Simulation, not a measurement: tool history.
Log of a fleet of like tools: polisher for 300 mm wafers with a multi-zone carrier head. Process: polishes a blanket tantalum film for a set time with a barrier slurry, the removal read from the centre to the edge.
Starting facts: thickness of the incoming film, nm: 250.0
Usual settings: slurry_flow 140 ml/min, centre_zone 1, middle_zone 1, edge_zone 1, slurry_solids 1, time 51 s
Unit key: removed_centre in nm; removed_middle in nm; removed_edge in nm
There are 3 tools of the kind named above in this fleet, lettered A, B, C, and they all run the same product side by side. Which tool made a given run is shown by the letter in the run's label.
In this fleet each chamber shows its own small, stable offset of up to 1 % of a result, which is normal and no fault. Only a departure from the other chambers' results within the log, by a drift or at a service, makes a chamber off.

{"day": 0.054, "done": "chamber A: worn pad replaced by a new one"}
{"run": "1C", "day": 0.338, "slurry_flow": 140, "centre_zone": 1, "middle_zone": 1, "edge_zone": 1, "slurry_solids": 1, "time": 51, "removed_centre": 78.423, "removed_middle": 78.451, "removed_edge": 78.314}
{"run": "2B", "day": 0.767, "slurry_flow": 140, "centre_zone": 1, "middle_zone": 1, "edge_zone": 1, "slurry_solids": 1, "time": 51, "removed_centre": 77.818, "removed_middle": 77.758, "removed_edge": 78.104}
{"run": "3A", "day": 1.246, "slurry_flow": 140, "centre_zone": 1, "middle_zone": 1, "edge_zone": 1, "slurry_solids": 1, "time": 51, "removed_centre": 78.672, "removed_middle": 77.791, "removed_edge": 78.272}
{"run": "4A", "day": 1.558, "slurry_flow": 140, "centre_zone": 1, "middle_zone": 1, "edge_zone": 1, "slurry_solids": 1, "time": 51, "removed_centre": 78.881, "removed_middle": 76.803, "removed_edge": 80.221}
{"day": 1.933, "done": "chamber C: worn pad replaced by a new one"}
{"run": "5C", "day": 2.046, "slurry_flow": 100, "centre_zone": 1, "middle_zone": 1, "edge_zone": 1, "slurry_solids": 1, "time": 51, "removed_centre": 70.937, "removed_middle": 72.304, "removed_edge": 75.114}
{"run": "6B", "day": 2.388, "slurry_flow": 100, "centre_zone": 1, "middle_zone": 1, "edge_zone": 1, "slurry_solids": 1, "time": 51, "removed_centre": 72.628, "removed_middle": 71.226, "removed_edge": 73.293}
{"day": 2.521, "done": "chamber C: centre zone pressure recalibrated"}
{"day": 2.788, "done": "chamber B: worn pad replaced by a new one"}
{"run": "7A", "day": 2.896, "slurry_flow": 100, "centre_zone": 1, "middle_zone": 1, "edge_zone": 1, "slurry_solids": 1, "time": 51, "removed_centre": 72.268, "removed_middle": 71.58, "removed_edge": 75.734}
{"day": 2.971, "done": "chamber A: slurry nozzle cleaned"}
{"run": "8C", "day": 3.362, "slurry_flow": 140, "centre_zone": 1, "middle_zone": 1, "edge_zone": 1, "slurry_solids": 1, "time": 51, "removed_centre": 78.167, "removed_middle": 79.488, "removed_edge": 78.941}
{"day": 3.612, "done": "chamber A: worn pad replaced by a new one"}
{"run": "9B", "day": 3.738, "slurry_flow": 140, "centre_zone": 1, "middle_zone": 1, "edge_zone": 1, "slurry_solids": 1, "time": 51, "removed_centre": 77.471, "removed_middle": 76.052, "removed_edge": 77.591}
{"day": 3.917, "done": "chamber B: slurry nozzle cleaned"}
{"run": "10C", "day": 4.0, "slurry_flow": 140, "centre_zone": 1, "middle_zone": 1, "edge_zone": 1, "slurry_solids": 1, "time": 51, "removed_centre": 77.813, "removed_middle": 77.759, "removed_edge": 77.954}
{"run": "11B", "day": 4.367, "slurry_flow": 140, "centre_zone": 1, "middle_zone": 1, "edge_zone": 1, "slurry_solids": 1, "time": 51, "removed_centre": 77.128, "removed_middle": 77.015, "removed_edge": 75.312}
{"run": "12A", "day": 4.725, "slurry_flow": 140, "centre_zone": 1, "middle_zone": 1, "edge_zone": 1, "slurry_solids": 0.9, "time": 51, "removed_centre": 76.624, "removed_middle": 75.021, "removed_edge": 76.159}
{"run": "13A", "day": 5.025, "slurry_flow": 140, "centre_zone": 1, "middle_zone": 1, "edge_zone": 1, "slurry_solids": 0.9, "time": 51, "removed_centre": 77.091, "removed_middle": 75.055, "removed_edge": 75.83}
{"run": "14B", "day": 5.554, "slurry_flow": 140, "centre_zone": 1, "middle_zone": 1, "edge_zone": 1, "slurry_solids": 0.9, "time": 51, "removed_centre": 73.271, "removed_middle": 74.31, "removed_edge": 76.815}
{"day": 5.646, "done": "chamber A: edge zone pressure recalibrated"}
{"run": "15C", "day": 5.921, "slurry_flow": 140, "centre_zone": 1, "middle_zone": 1, "edge_zone": 1, "slurry_solids": 1, "time": 51, "removed_centre": 79.075, "removed_middle": 78.988, "removed_edge": 78.921}
{"day": 6.304, "done": "chamber B: worn pad replaced by a new one"}
{"run": "16C", "day": 6.358, "slurry_flow": 140, "centre_zone": 1, "middle_zone": 1.05, "edge_zone": 1, "slurry_solids": 1, "time": 51, "removed_centre": 79.053, "removed_middle": 85.236, "removed_edge": 79.021}
{"run": "17B", "day": 6.846, "slurry_flow": 140, "centre_zone": 1, "middle_zone": 1.05, "edge_zone": 1, "slurry_solids": 1, "time": 51, "removed_centre": 76.53, "removed_middle": 80.9, "removed_edge": 78.008}
{"day": 7.196, "done": "chamber A: worn pad replaced by a new one"}
{"day": 7.246, "done": "chamber C: worn pad replaced by a new one"}
{"run": "18A", "day": 7.308, "slurry_flow": 140, "centre_zone": 1, "middle_zone": 1.05, "edge_zone": 1, "slurry_solids": 1, "time": 51, "removed_centre": 78.05, "removed_middle": 80.13, "removed_edge": 78.388}
{"run": "19A", "day": 7.625, "slurry_flow": 140, "centre_zone": 1, "middle_zone": 1, "edge_zone": 1, "slurry_solids": 1, "time": 51, "removed_centre": 78.551, "removed_middle": 78.285, "removed_edge": 79.775}
{"run": "20B", "day": 7.979, "slurry_flow": 140, "centre_zone": 1, "middle_zone": 1, "edge_zone": 1, "slurry_solids": 1, "time": 51, "removed_centre": 75.089, "removed_middle": 77.56, "removed_edge": 78.417}
{"run": "21C", "day": 8.35, "slurry_flow": 140, "centre_zone": 1, "middle_zone": 1, "edge_zone": 1, "slurry_solids": 1, "time": 51, "removed_centre": 76.284, "removed_middle": 78.518, "removed_edge": 78.537}
{"run": "22B", "day": 8.933, "slurry_flow": 140, "centre_zone": 1, "middle_zone": 1, "edge_zone": 1, "slurry_solids": 1, "time": 51, "removed_centre": 76.007, "removed_middle": 76.782, "removed_edge": 77.871}
{"day": 9.279, "done": "chamber A: centre zone pressure recalibrated"}
{"run": "23A", "day": 9.492, "slurry_flow": 140, "centre_zone": 1, "middle_zone": 1, "edge_zone": 1, "slurry_solids": 1, "time": 51, "removed_centre": 79.639, "removed_middle": 76.506, "removed_edge": 76.753}
{"day": 9.775, "done": "chamber B: worn pad replaced by a new one"}
{"day": 9.933, "done": "chamber B: edge zone pressure recalibrated"}
{"run": "24C", "day": 10.012, "slurry_flow": 140, "centre_zone": 1, "middle_zone": 1, "edge_zone": 1, "slurry_solids": 1, "time": 51, "removed_centre": 77.297, "removed_middle": 78.954, "removed_edge": 78.998}
{"day": 10.408, "done": "chamber A: worn pad replaced by a new one"}
{"run": "25C", "day": 10.562, "slurry_flow": 140, "centre_zone": 1, "middle_zone": 1, "edge_zone": 1, "slurry_solids": 0.75, "time": 51, "removed_centre": 70.289, "removed_middle": 70.886, "removed_edge": 70.825}
{"run": "26B", "day": 11.092, "slurry_flow": 140, "centre_zone": 1, "middle_zone": 1, "edge_zone": 1, "slurry_solids": 0.75, "time": 51, "removed_centre": 66.985, "removed_middle": 69.32, "removed_edge": 68.588}
{"run": "27A", "day": 11.488, "slurry_flow": 140, "centre_zone": 1, "middle_zone": 1, "edge_zone": 1, "slurry_solids": 0.75, "time": 51, "removed_centre": 72.451, "removed_middle": 70.113, "removed_edge": 70.023}
{"run": "28B", "day": 11.771, "slurry_flow": 175, "centre_zone": 1, "middle_zone": 1, "edge_zone": 1, "slurry_solids": 1, "time": 36, "removed_centre": 55.901, "removed_middle": 56.737, "removed_edge": 55.468}
{"run": "29C", "day": 12.129, "slurry_flow": 175, "centre_zone": 1, "middle_zone": 1, "edge_zone": 1, "slurry_solids": 1, "time": 36, "removed_centre": 57.443, "removed_middle": 58.269, "removed_edge": 57.024}
{"day": 12.642, "done": "chamber C: worn pad replaced by a new one"}
{"run": "30A", "day": 12.642, "slurry_flow": 175, "centre_zone": 1, "middle_zone": 1, "edge_zone": 1, "slurry_solids": 1, "time": 36, "removed_centre": 58.893, "removed_middle": 57.196, "removed_edge": 56.489}
{"day": 12.658, "done": "chamber B: worn pad replaced by a new one"}
{"run": "31C", "day": 13.183, "slurry_flow": 140, "centre_zone": 1, "middle_zone": 1, "edge_zone": 1, "slurry_solids": 1, "time": 51, "removed_centre": 77.19, "removed_middle": 76.901, "removed_edge": 76.702}
{"day": 13.462, "done": "chamber A: worn pad replaced by a new one"}
{"run": "32B", "day": 13.562, "slurry_flow": 140, "centre_zone": 1, "middle_zone": 1, "edge_zone": 1, "slurry_solids": 1, "time": 51, "removed_centre": 73.167, "removed_middle": 76.839, "removed_edge": 77.211}
{"run": "33A", "day": 13.946, "slurry_flow": 140, "centre_zone": 1, "middle_zone": 1, "edge_zone": 1, "slurry_solids": 1, "time": 51, "removed_centre": 79.61, "removed_middle": 78.534, "removed_edge": 78.387}
{"run": "34A", "day": 14.317, "slurry_flow": 140, "centre_zone": 1, "middle_zone": 1, "edge_zone": 1, "slurry_solids": 1, "time": 51, "removed_centre": 79.108, "removed_middle": 75.957, "removed_edge": 78.32}
{"day": 14.538, "done": "chamber B: slurry nozzle cleaned"}
{"run": "35B", "day": 14.888, "slurry_flow": 140, "centre_zone": 1, "middle_zone": 1, "edge_zone": 1, "slurry_solids": 1, "time": 51, "removed_centre": 71.201, "removed_middle": 78.005, "removed_edge": 78.422}
{"day": 14.908, "done": "chamber C: slurry nozzle cleaned"}
{"run": "36C", "day": 15.388, "slurry_flow": 140, "centre_zone": 1, "middle_zone": 1, "edge_zone": 1, "slurry_solids": 1, "time": 51, "removed_centre": 78.349, "removed_middle": 78.441, "removed_edge": 78.056}
{"run": "37A", "day": 15.829, "slurry_flow": 140, "centre_zone": 1, "middle_zone": 1, "edge_zone": 1, "slurry_solids": 1, "time": 51, "removed_centre": 78.731, "removed_middle": 79.106, "removed_edge": 77.389}
{"day": 15.833, "done": "chamber B: worn pad replaced by a new one"}
{"run": "38B", "day": 16.221, "slurry_flow": 140, "centre_zone": 1, "middle_zone": 1, "edge_zone": 1, "slurry_solids": 1, "time": 51, "removed_centre": 70.994, "removed_middle": 77.118, "removed_edge": 77.609}

Decide between three cases: one chamber stands off from its peers, the gauge reading all wafers drifts, or nothing is wrong past each chamber's small offset. Where a chamber is off, say which and what most likely put it there.

Little by little, chamber B moves away from the other chambers.
Likeliest cause: centre zone's pressure below its setpoint, % = 7.93.

Below are 4 candidate recipes for chamber B's next run, each the usual settings with a change, their results shown as question marks. Which of them brings B's results back in line with what the other chambers give on the usual settings?
In line here means within this much of the mean the other chambers give on the usual settings: removed_centre 3 nm; removed_middle 3.5 nm; removed_edge 3.7 nm
{"run": "39B-1", "day": 16.638, "slurry_flow": 150, "centre_zone": 1.11, "middle_zone": 0.97, "edge_zone": 0.97, "slurry_solids": 1, "time": 53, "removed_centre": "?", "removed_middle": "?", "removed_edge": "?"}
{"run": "39B-2", "day": 16.638, "slurry_flow": 130, "centre_zone": 0.9, "middle_zone": 1.03, "edge_zone": 1.03, "slurry_solids": 1, "time": 50, "removed_centre": "?", "removed_middle": "?", "removed_edge": "?"}
{"run": "39B-3", "day": 16.638, "slurry_flow": 135, "centre_zone": 0.94, "middle_zone": 1.02, "edge_zone": 1.02, "slurry_solids": 1, "time": 50, "removed_centre": "?", "removed_middle": "?", "removed_edge": "?"}
{"run": "39B-4", "day": 16.638, "slurry_flow": 145, "centre_zone": 1.06, "middle_zone": 0.98, "edge_zone": 0.98, "slurry_solids": 1, "time": 52, "removed_centre": "?", "removed_middle": "?", "removed_edge": "?"}

Other chambers, usual settings, mean: removed_centre 78.168 nm; removed_middle 78.032 nm; removed_edge 78.467 nm
run=39B-1 removed_centre=83.947 removed_middle=79.061 removed_edge=79.564
run=39B-2 removed_centre=60.723 removed_middle=76.57 removed_edge=75.837
run=39B-3 removed_centre=64.342 removed_middle=76.496 removed_edge=75.885
run=39B-4 removed_centre=77.715 removed_middle=77.8 removed_edge=78.106
39B-4 is the one that brings the chamber's results back in line with the other chambers.

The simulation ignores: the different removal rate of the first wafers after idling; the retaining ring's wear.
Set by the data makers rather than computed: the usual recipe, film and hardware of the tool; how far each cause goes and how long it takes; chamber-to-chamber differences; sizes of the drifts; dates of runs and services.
